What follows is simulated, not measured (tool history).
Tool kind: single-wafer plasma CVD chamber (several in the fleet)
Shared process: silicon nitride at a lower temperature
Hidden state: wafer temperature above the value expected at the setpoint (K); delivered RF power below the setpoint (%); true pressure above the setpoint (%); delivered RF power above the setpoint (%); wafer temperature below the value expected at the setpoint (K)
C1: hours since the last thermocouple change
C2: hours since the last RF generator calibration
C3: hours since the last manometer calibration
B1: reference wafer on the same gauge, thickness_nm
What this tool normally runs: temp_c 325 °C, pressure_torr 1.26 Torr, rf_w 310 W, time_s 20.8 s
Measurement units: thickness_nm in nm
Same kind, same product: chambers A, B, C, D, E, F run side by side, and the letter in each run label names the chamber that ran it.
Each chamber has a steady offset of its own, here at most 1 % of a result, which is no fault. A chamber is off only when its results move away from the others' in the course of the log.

Run 1F, hour 4.3: usual settings; C1 2205.4; C2 864.5; C3 77.4; B1 22.596. Result: thickness_nm 23.594 nm.
Run 2D, hour 9.7: usual settings; C1 683.8; C2 576.8; C3 881.6; B1 22.605. Result: thickness_nm 23.508 nm.
Run 3B, hour 13.6: usual settings; C1 1027.1; C2 1944.2; C3 1019.3; B1 22.607. Result: thickness_nm 23.577 nm.
Run 4E, hour 18.5: usual settings; C1 700.4; C2 553.8; C3 1673.4; B1 22.585. Result: thickness_nm 23.752 nm.
Run 5C, hour 24.2: usual settings; C1 333.8; C2 897.2; C3 1008.8; B1 22.573. Result: thickness_nm 23.271 nm.
Run 6A, hour 31.2: usual settings; C1 721.1; C2 1290.0; C3 803.1; B1 22.606. Result: thickness_nm 23.600 nm.
Run 7C, hour 35.2: usual settings; C1 344.8; C2 908.2; C3 1019.8; B1 22.620. Result: thickness_nm 23.308 nm.
At hour 39.1: chamber F: thermocouple changed; heater temperature recalibrated.
Run 8E, hour 39.1: usual settings; C1 721.0; C2 574.4; C3 1694.0; B1 22.598. Result: thickness_nm 23.877 nm.
Run 9A, hour 44.2: usual settings; C1 734.1; C2 1303.0; C3 816.1; B1 22.604. Result: thickness_nm 23.493 nm.
Run 10B, hour 49.6: usual settings; C1 1063.1; C2 1980.2; C3 1055.3; B1 22.601. Result: thickness_nm 23.573 nm.
Run 11D, hour 57.1: usual settings but pressure_torr 1.41 Torr; C1 731.2; C2 624.2; C3 929.0; B1 22.592. Result: thickness_nm 24.346 nm.
Run 12F, hour 61.2: usual settings but pressure_torr 1.41 Torr; C1 22.1; C2 921.4; C3 134.3; B1 22.583. Result: thickness_nm 24.390 nm.
Run 13F, hour 66.9: usual settings but pressure_torr 1.41 Torr; C1 27.8; C2 927.1; C3 140.0; B1 22.608. Result: thickness_nm 24.487 nm.
Run 14D, hour 71.3: usual settings but pressure_torr 1.41 Torr; C1 745.4; C2 638.4; C3 943.2; B1 22.606. Result: thickness_nm 24.276 nm.
Run 15A, hour 76.6: usual settings but pressure_torr 1.41 Torr; C1 766.5; C2 1335.4; C3 848.5; B1 22.609. Result: thickness_nm 24.318 nm.
Run 16E, hour 84.1: usual settings but pressure_torr 1.41 Torr; C1 766.0; C2 619.4; C3 1739.0; B1 22.608. Result: thickness_nm 24.548 nm.
Run 17B, hour 91.4: usual settings; C1 1104.9; C2 2022.0; C3 1097.1; B1 22.611. Result: thickness_nm 23.636 nm.
Run 18C, hour 95.2: usual settings; C1 404.8; C2 968.2; C3 1079.8; B1 22.590. Result: thickness_nm 23.310 nm.
Run 19B, hour 101.4: usual settings; C1 1114.9; C2 2032.0; C3 1107.1; B1 22.604. Result: thickness_nm 23.557 nm.
Run 20F, hour 104.8: usual settings; C1 65.7; C2 965.0; C3 177.9; B1 22.606. Result: thickness_nm 23.595 nm.
Run 21C, hour 110.0: usual settings; C1 419.6; C2 983.0; C3 1094.6; B1 22.592. Result: thickness_nm 23.394 nm.
Run 22A, hour 114.8: usual settings but rf_w 340 W; C1 804.7; C2 1373.6; C3 886.7; B1 22.592. Result: thickness_nm 24.703 nm.
Run 23D, hour 119.5: usual settings but rf_w 340 W; C1 793.6; C2 686.6; C3 991.4; B1 22.604. Result: thickness_nm 25.066 nm.
Run 24E, hour 124.0: usual settings but rf_w 340 W; C1 805.9; C2 659.3; C3 1778.9; B1 22.583. Result: thickness_nm 25.362 nm.
Run 25E, hour 131.0: usual settings but rf_w 340 W; C1 812.9; C2 666.3; C3 1785.9; B1 22.618. Result: thickness_nm 25.237 nm.
Run 26F, hour 134.6: usual settings but rf_w 340 W; C1 95.5; C2 994.8; C3 207.7; B1 22.591. Result: thickness_nm 25.057 nm.
Run 27A, hour 141.6: usual settings but rf_w 340 W; C1 831.5; C2 1400.4; C3 913.5; B1 22.602. Result: thickness_nm 24.758 nm.
Run 28C, hour 147.2: usual settings but rf_w 260 W; C1 456.8; C2 1020.2; C3 1131.8; B1 22.604. Result: thickness_nm 20.703 nm.
Run 29B, hour 153.2: usual settings but rf_w 260 W; C1 1166.7; C2 2083.8; C3 1158.9; B1 22.601. Result: thickness_nm 20.773 nm.
Run 30D, hour 160.1: usual settings but rf_w 260 W; C1 834.2; C2 727.2; C3 1032.0; B1 22.586. Result: thickness_nm 20.840 nm.
Run 31B, hour 165.0: usual settings but rf_w 260 W; C1 1178.5; C2 2095.6; C3 1170.7; B1 22.598. Result: thickness_nm 20.929 nm.
Run 32E, hour 169.4: usual settings but rf_w 260 W; C1 851.3; C2 704.7; C3 1824.3; B1 22.613. Result: thickness_nm 20.951 nm.
Run 33F, hour 173.4: usual settings but rf_w 260 W; C1 134.3; C2 1033.6; C3 246.5; B1 22.606. Result: thickness_nm 21.023 nm.
Run 34C, hour 180.3: usual settings; C1 489.9; C2 1053.3; C3 1164.9; B1 22.615. Result: thickness_nm 23.416 nm.
Run 35D, hour 186.4: usual settings; C1 860.5; C2 753.5; C3 1058.3; B1 22.580. Result: thickness_nm 23.542 nm.
Run 36A, hour 192.0: usual settings but rf_w 355 W; C1 881.9; C2 1450.8; C3 963.9; B1 22.593. Result: thickness_nm 24.987 nm.

Predict what each chamber gives when all 6 of them run the settings below next.
Run 37A, hour 197.3: usual settings. Result: thickness_nm ?.
Run 37B, hour 197.3: usual settings. Result: thickness_nm ?.
Run 37C, hour 197.3: usual settings. Result: thickness_nm ?.
Run 37D, hour 197.3: usual settings. Result: thickness_nm ?.
Run 37E, hour 197.3: usual settings. Result: thickness_nm ?.
Run 37F, hour 197.3: usual settings. Result: thickness_nm ?.

run  thickness_nm
37A        22.982
37B        23.533
37C        23.362
37D        23.500
37E        23.739
37F        23.537
